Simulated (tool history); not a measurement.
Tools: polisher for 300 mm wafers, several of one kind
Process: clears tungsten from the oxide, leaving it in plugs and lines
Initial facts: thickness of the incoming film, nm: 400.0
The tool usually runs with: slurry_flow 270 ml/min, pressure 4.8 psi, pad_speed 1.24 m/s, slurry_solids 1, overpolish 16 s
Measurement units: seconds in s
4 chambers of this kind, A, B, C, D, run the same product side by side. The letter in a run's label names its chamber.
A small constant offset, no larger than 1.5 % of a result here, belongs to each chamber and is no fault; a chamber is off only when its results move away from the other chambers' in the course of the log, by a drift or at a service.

run 1D day=0.15 | slurry_flow=270 pressure=4.8 pad_speed=1.24 slurry_solids=1 overpolish=16 | seconds=58.92
run 2C day=0.275 | slurry_flow=270 pressure=4.8 pad_speed=1.24 slurry_solids=1 overpolish=16 | seconds=57.289
run 3A day=0.379 | slurry_flow=270 pressure=4.8 pad_speed=1.24 slurry_solids=1 overpolish=16 | seconds=56.538
run 4B day=0.5 | slurry_flow=270 pressure=4.8 pad_speed=1.24 slurry_solids=1 overpolish=16 | seconds=56.274
run 5A day=0.717 | slurry_flow=270 pressure=4.8 pad_speed=1.24 slurry_solids=1 overpolish=16 | seconds=57.628
-- day=0.825 chamber A: slurry tank refilled with fresh slurry and peroxide
run 6B day=0.912 | slurry_flow=270 pressure=4.8 pad_speed=1.24 slurry_solids=1 overpolish=16 | seconds=56.342
-- day=1.083 chamber A: slurry blender recalibrated
run 7D day=1.117 | slurry_flow=270 pressure=4.8 pad_speed=1.38 slurry_solids=1 overpolish=16 | seconds=52.303
run 8C day=1.321 | slurry_flow=270 pressure=4.8 pad_speed=1.38 slurry_solids=1 overpolish=16 | seconds=52.724
run 9A day=1.429 | slurry_flow=270 pressure=4.8 pad_speed=1.38 slurry_solids=1 overpolish=16 | seconds=50.935
-- day=1.588 chamber D: worn pad replaced by a new one
run 10D day=1.588 | slurry_flow=270 pressure=4.8 pad_speed=1.38 slurry_solids=1 overpolish=16 | seconds=53.235
run 11C day=1.696 | slurry_flow=270 pressure=4.8 pad_speed=1.24 slurry_solids=1 overpolish=16 | seconds=57.452
-- day=1.867 chamber B: slurry tank refilled with fresh slurry and peroxide
run 12B day=1.9 | slurry_flow=270 pressure=4.8 pad_speed=1.24 slurry_solids=1 overpolish=16 | seconds=56.899
-- day=1.992 chamber B: head pressure recalibrated
run 13A day=2.008 | slurry_flow=270 pressure=4.8 pad_speed=1.24 slurry_solids=1 overpolish=16 | seconds=57.201
-- day=2.104 chamber C: slurry blender recalibrated
run 14D day=2.121 | slurry_flow=270 pressure=4.8 pad_speed=1.24 slurry_solids=1 overpolish=16 | seconds=57.926
-- day=2.138 chamber A: worn pad replaced by a new one
run 15B day=2.229 | slurry_flow=270 pressure=4.8 pad_speed=1.24 slurry_solids=1 overpolish=16 | seconds=51.111
-- day=2.321 chamber C: worn pad replaced by a new one
run 16C day=2.446 | slurry_flow=270 pressure=4.8 pad_speed=1.24 slurry_solids=1 overpolish=16 | seconds=56.557
run 17B day=2.654 | slurry_flow=230 pressure=4.8 pad_speed=1.24 slurry_solids=1 overpolish=16 | seconds=52.762
run 18D day=2.867 | slurry_flow=230 pressure=4.8 pad_speed=1.24 slurry_solids=1 overpolish=16 | seconds=60.066
run 19C day=2.975 | slurry_flow=230 pressure=4.8 pad_speed=1.24 slurry_solids=1 overpolish=16 | seconds=59.033
run 20A day=3.104 | slurry_flow=230 pressure=4.8 pad_speed=1.24 slurry_solids=1 overpolish=16 | seconds=57.087
-- day=3.279 chamber D: slurry tank refilled with fresh slurry and peroxide
run 21C day=3.288 | slurry_flow=270 pressure=4.8 pad_speed=1.24 slurry_solids=1 overpolish=16 | seconds=57.478
-- day=3.383 chamber B: worn pad replaced by a new one
run 22B day=3.5 | slurry_flow=270 pressure=4.8 pad_speed=1.24 slurry_solids=1 overpolish=16 | seconds=52.894
run 23D day=3.675 | slurry_flow=225 pressure=4.8 pad_speed=1.24 slurry_solids=1 overpolish=16 | seconds=57.735
run 24A day=3.871 | slurry_flow=225 pressure=4.8 pad_speed=1.24 slurry_solids=1 overpolish=16 | seconds=59.48
-- day=3.917 chamber A: slurry tank refilled with fresh slurry and peroxide
-- day=3.983 chamber C: slurry tank refilled with fresh slurry and peroxide
run 25A day=4.054 | slurry_flow=225 pressure=4.8 pad_speed=1.24 slurry_solids=1 overpolish=16 | seconds=58.315
-- day=4.192 chamber B: slurry blender recalibrated
run 26C day=4.271 | slurry_flow=225 pressure=4.8 pad_speed=1.24 slurry_solids=1 overpolish=16 | seconds=59.218
run 27D day=4.425 | slurry_flow=270 pressure=3.7 pad_speed=1.24 slurry_solids=1 overpolish=25 | seconds=75.611
run 28B day=4.558 | slurry_flow=270 pressure=3.7 pad_speed=1.24 slurry_solids=1 overpolish=25 | seconds=68.535
run 29D day=4.721 | slurry_flow=270 pressure=3.7 pad_speed=1.24 slurry_solids=1 overpolish=25 | seconds=74.571
run 30A day=4.829 | slurry_flow=270 pressure=3.7 pad_speed=1.24 slurry_solids=1 overpolish=25 | seconds=75.661
run 31C day=5.008 | slurry_flow=270 pressure=4.8 pad_speed=1.24 slurry_solids=1 overpolish=16 | seconds=57.853
run 32B day=5.192 | slurry_flow=270 pressure=4.8 pad_speed=1.24 slurry_solids=1 overpolish=16 | seconds=52.906
run 33B day=5.35 | slurry_flow=270 pressure=5.3 pad_speed=1.24 slurry_solids=1 overpolish=16 | seconds=47.477
-- day=5.392 chamber A: worn pad replaced by a new one
-- day=5.492 chamber D: worn pad replaced by a new one
run 34C day=5.504 | slurry_flow=270 pressure=5.3 pad_speed=1.24 slurry_solids=1 overpolish=16 | seconds=52.919
run 35A day=5.671 | slurry_flow=270 pressure=5.3 pad_speed=1.24 slurry_solids=1 overpolish=16 | seconds=51.922
run 36D day=5.817 | slurry_flow=270 pressure=5.3 pad_speed=1.24 slurry_solids=1 overpolish=16 | seconds=52.685
-- day=5.825 chamber B: slurry tank refilled with fresh slurry and peroxide
run 37B day=5.988 | slurry_flow=270 pressure=4.8 pad_speed=1.24 slurry_solids=1 overpolish=16 | seconds=51.493
run 38D day=6.104 | slurry_flow=205 pressure=4.8 pad_speed=1.24 slurry_solids=1 overpolish=16 | seconds=61.297

Does one chamber stand apart from the rest, does the shared gauge drift, or is all well apart from small per-chamber offsets? Give the chamber and the most likely cause, where there is one.

A service left chamber B off against the others.
Cause: head's pressure above its setpoint, % = 9.19.

Here are 4 candidates for chamber B's next run, each the usual settings with a change, their results left as question marks. Which one brings its results back in line with what the others give on the usual settings?
Counts as in line when no further than this from what the other chambers average on the usual settings: seconds 2.4 s
run 39B-1 day=6.262 | slurry_flow=265 pressure=4.3 pad_speed=1.24 slurry_solids=1 overpolish=16 | seconds=?
run 39B-2 day=6.262 | slurry_flow=325 pressure=4.8 pad_speed=1.24 slurry_solids=1.35 overpolish=16 | seconds=?
run 39B-3 day=6.262 | slurry_flow=270 pressure=5.2 pad_speed=1.36 slurry_solids=1 overpolish=16 | seconds=?
run 39B-4 day=6.262 | slurry_flow=265 pressure=4.8 pad_speed=1.06 slurry_solids=0.95 overpolish=16 | seconds=?

On the usual settings, the other chambers give on average: seconds 57.792 s
run=39B-1 seconds=58.283
run=39B-2 seconds=47.68
run=39B-3 seconds=43.954
run=39B-4 seconds=61.7
Change 39B-1 lands the chamber within the allowed miss of the other chambers.
